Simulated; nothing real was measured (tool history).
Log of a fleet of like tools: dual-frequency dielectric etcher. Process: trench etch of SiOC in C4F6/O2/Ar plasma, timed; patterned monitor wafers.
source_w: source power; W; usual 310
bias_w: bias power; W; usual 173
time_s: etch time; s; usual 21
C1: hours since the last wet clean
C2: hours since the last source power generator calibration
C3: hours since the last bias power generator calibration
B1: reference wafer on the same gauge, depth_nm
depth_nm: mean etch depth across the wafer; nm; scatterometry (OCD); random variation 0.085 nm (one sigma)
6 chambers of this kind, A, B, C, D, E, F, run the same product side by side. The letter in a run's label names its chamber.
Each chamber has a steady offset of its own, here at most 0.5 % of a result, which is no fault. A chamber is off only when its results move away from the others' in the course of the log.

run 1F hour=16 | source_w=310 bias_w=173 time_s=21 | C1=32.1 C2=975.9 C3=1212.7 | B1=45.994 | depth_nm=38.86
run 2E hour=26 | source_w=310 bias_w=173 time_s=21 | C1=115.2 C2=2472.7 C3=1337.9 | B1=45.996 | depth_nm=38.985
-- hour=33 chamber D: wet clean of the chamber
run 3C hour=40.7 | source_w=310 bias_w=173 time_s=21 | C1=412.8 C2=2653 C3=1997.7 | B1=46.013 | depth_nm=38.689
run 4D hour=52.9 | source_w=310 bias_w=173 time_s=21 | C1=20 C2=712.1 C3=1032.4 | B1=45.983 | depth_nm=38.98
run 5B hour=66.8 | source_w=310 bias_w=173 time_s=21 | C1=170.9 C2=87.3 C3=700.4 | B1=46.015 | depth_nm=38.832
run 6A hour=76.8 | source_w=310 bias_w=173 time_s=21 | C1=331 C2=1000.4 C3=2310.2 | B1=45.97 | depth_nm=39.128
run 7E hour=89.8 | source_w=310 bias_w=173 time_s=21 | C1=179 C2=2536.5 C3=1401.7 | B1=46 | depth_nm=39.149
run 8D hour=98.8 | source_w=310 bias_w=173 time_s=21 | C1=65.9 C2=758 C3=1078.3 | B1=46.016 | depth_nm=38.993
run 9F hour=108.3 | source_w=310 bias_w=173 time_s=18.5 | C1=124.4 C2=1068.2 C3=1305 | B1=46.026 | depth_nm=34.135
run 10B hour=116 | source_w=310 bias_w=173 time_s=18.5 | C1=220.1 C2=136.5 C3=749.6 | B1=45.99 | depth_nm=34.329
run 11A hour=126 | source_w=310 bias_w=173 time_s=18.5 | C1=380.2 C2=1049.6 C3=2359.4 | B1=46.016 | depth_nm=34.421
run 12C hour=140.4 | source_w=310 bias_w=173 time_s=18.5 | C1=512.5 C2=2752.7 C3=2097.4 | B1=46.013 | depth_nm=34.082
run 13C hour=154.2 | source_w=310 bias_w=173 time_s=18.5 | C1=526.3 C2=2766.5 C3=2111.2 | B1=45.989 | depth_nm=34.308
run 14B hour=166.2 | source_w=310 bias_w=173 time_s=18.5 | C1=270.3 C2=186.7 C3=799.8 | B1=46.001 | depth_nm=34.335
-- hour=173.5 chamber C: wet clean of the chamber
run 15D hour=179.8 | source_w=310 bias_w=173 time_s=21 | C1=146.9 C2=839 C3=1159.3 | B1=45.99 | depth_nm=39.035
run 16F hour=194.7 | source_w=310 bias_w=150 time_s=18.5 | C1=210.8 C2=1154.6 C3=1391.4 | B1=45.992 | depth_nm=32.879
run 17A hour=209.5 | source_w=310 bias_w=150 time_s=18.5 | C1=463.7 C2=1133.1 C3=2442.9 | B1=46.005 | depth_nm=32.795
run 18E hour=218.1 | source_w=310 bias_w=150 time_s=18.5 | C1=307.3 C2=2664.8 C3=1530 | B1=45.96 | depth_nm=32.825
run 19A hour=230 | source_w=310 bias_w=150 time_s=18.5 | C1=484.2 C2=1153.6 C3=2463.4 | B1=46.022 | depth_nm=32.74
run 20F hour=244.5 | source_w=310 bias_w=150 time_s=18.5 | C1=260.6 C2=1204.4 C3=1441.2 | B1=46.038 | depth_nm=32.841
run 21D hour=251.9 | source_w=310 bias_w=150 time_s=18.5 | C1=219 C2=911.1 C3=1231.4 | B1=45.996 | depth_nm=32.847
run 22C hour=261 | source_w=310 bias_w=173 time_s=21 | C1=87.6 C2=2873.3 C3=2218 | B1=45.989 | depth_nm=38.724
-- hour=272.6 chamber C: source power generator calibrated
run 23B hour=272.8 | source_w=310 bias_w=173 time_s=21 | C1=376.9 C2=293.3 C3=906.4 | B1=46.024 | depth_nm=38.81
run 24E hour=285.6 | source_w=310 bias_w=173 time_s=21 | C1=374.8 C2=2732.3 C3=1597.5 | B1=45.984 | depth_nm=38.913
run 25D hour=297.4 | source_w=310 bias_w=173 time_s=21 | C1=264.5 C2=956.6 C3=1276.9 | B1=46.018 | depth_nm=39.03
-- hour=305.9 chamber F: bias power generator calibrated
run 26B hour=306.8 | source_w=310 bias_w=144 time_s=15 | C1=410.9 C2=327.3 C3=940.4 | B1=46.007 | depth_nm=26.269
run 27F hour=318 | source_w=310 bias_w=144 time_s=15 | C1=334.1 C2=1277.9 C3=12.1 | B1=45.983 | depth_nm=26.228
run 28A hour=325.5 | source_w=310 bias_w=144 time_s=15 | C1=579.7 C2=1249.1 C3=2558.9 | B1=46.003 | depth_nm=26.001
run 29E hour=339.2 | source_w=310 bias_w=144 time_s=15 | C1=428.4 C2=2785.9 C3=1651.1 | B1=46.009 | depth_nm=26.391
run 30C hour=350 | source_w=310 bias_w=144 time_s=15 | C1=176.6 C2=77.5 C3=2307 | B1=46.009 | depth_nm=26.161
run 31B hour=362.8 | source_w=310 bias_w=144 time_s=15 | C1=466.9 C2=383.3 C3=996.4 | B1=45.987 | depth_nm=26.213
run 32F hour=378.1 | source_w=310 bias_w=173 time_s=21 | C1=394.2 C2=1338 C3=72.2 | B1=46.006 | depth_nm=38.97
run 33A hour=388.9 | source_w=310 bias_w=173 time_s=21 | C1=643.1 C2=1312.5 C3=2622.3 | B1=45.994 | depth_nm=38.428
run 34D hour=399.6 | source_w=360 bias_w=134 time_s=21 | C1=366.7 C2=1058.8 C3=1379.1 | B1=45.966 | depth_nm=38.237
-- hour=406.9 chamber F: wet clean of the chamber
run 35C hour=409.9 | source_w=360 bias_w=134 time_s=21 | C1=236.5 C2=137.4 C3=2366.9 | B1=46.009 | depth_nm=38.081
-- hour=415 chamber E: wet clean of the chamber
run 36E hour=418.8 | source_w=360 bias_w=134 time_s=21 | C1=3.9 C2=2865.5 C3=1730.7 | B1=45.995 | depth_nm=38.146
run 37F hour=426.6 | source_w=360 bias_w=134 time_s=21 | C1=19.8 C2=1386.5 C3=120.7 | B1=46.008 | depth_nm=38.062
run 38D hour=435 | source_w=360 bias_w=134 time_s=21 | C1=402.1 C2=1094.2 C3=1414.5 | B1=46.016 | depth_nm=38.328
run 39B hour=447.6 | source_w=360 bias_w=134 time_s=21 | C1=551.7 C2=468.1 C3=1081.2 | B1=46.007 | depth_nm=38.004
run 40A hour=460.7 | source_w=310 bias_w=173 time_s=21 | C1=714.9 C2=1384.3 C3=2694.1 | B1=46.007 | depth_nm=38.557

Is one chamber off against the others, does the gauge drift, or is nothing wrong? If a chamber is off, say which, and what the likeliest cause is.

Chamber A drifts away from the others.
Cause: etch rate under this chamber's usual, % = 1.71.
The log may not tell that from: source power that arrives under what is set, %; bias power that arrives under what is set, %.

Here are 4 candidates for chamber A's next run, each the usual settings with a change, their results left as question marks. Which one brings its results back in line with what the others give on the usual settings?
In line means no further than this from the other chambers' mean on the usual settings: depth_nm 0.31 nm
run 41A-1 hour=472.2 | source_w=310 bias_w=189 time_s=21 | depth_nm=?
run 41A-2 hour=472.2 | source_w=300 bias_w=171 time_s=21 | depth_nm=?
run 41A-3 hour=472.2 | source_w=320 bias_w=175 time_s=21 | depth_nm=?
run 41A-4 hour=472.2 | source_w=310 bias_w=172 time_s=20.5 | depth_nm=?

The other chambers' mean on the usual settings: depth_nm 38.956 nm
run=41A-1 depth_nm=39.531
run=41A-2 depth_nm=37.802
run=41A-3 depth_nm=39.059
run=41A-4 depth_nm=37.451
41A-3 brings the chamber back in line.

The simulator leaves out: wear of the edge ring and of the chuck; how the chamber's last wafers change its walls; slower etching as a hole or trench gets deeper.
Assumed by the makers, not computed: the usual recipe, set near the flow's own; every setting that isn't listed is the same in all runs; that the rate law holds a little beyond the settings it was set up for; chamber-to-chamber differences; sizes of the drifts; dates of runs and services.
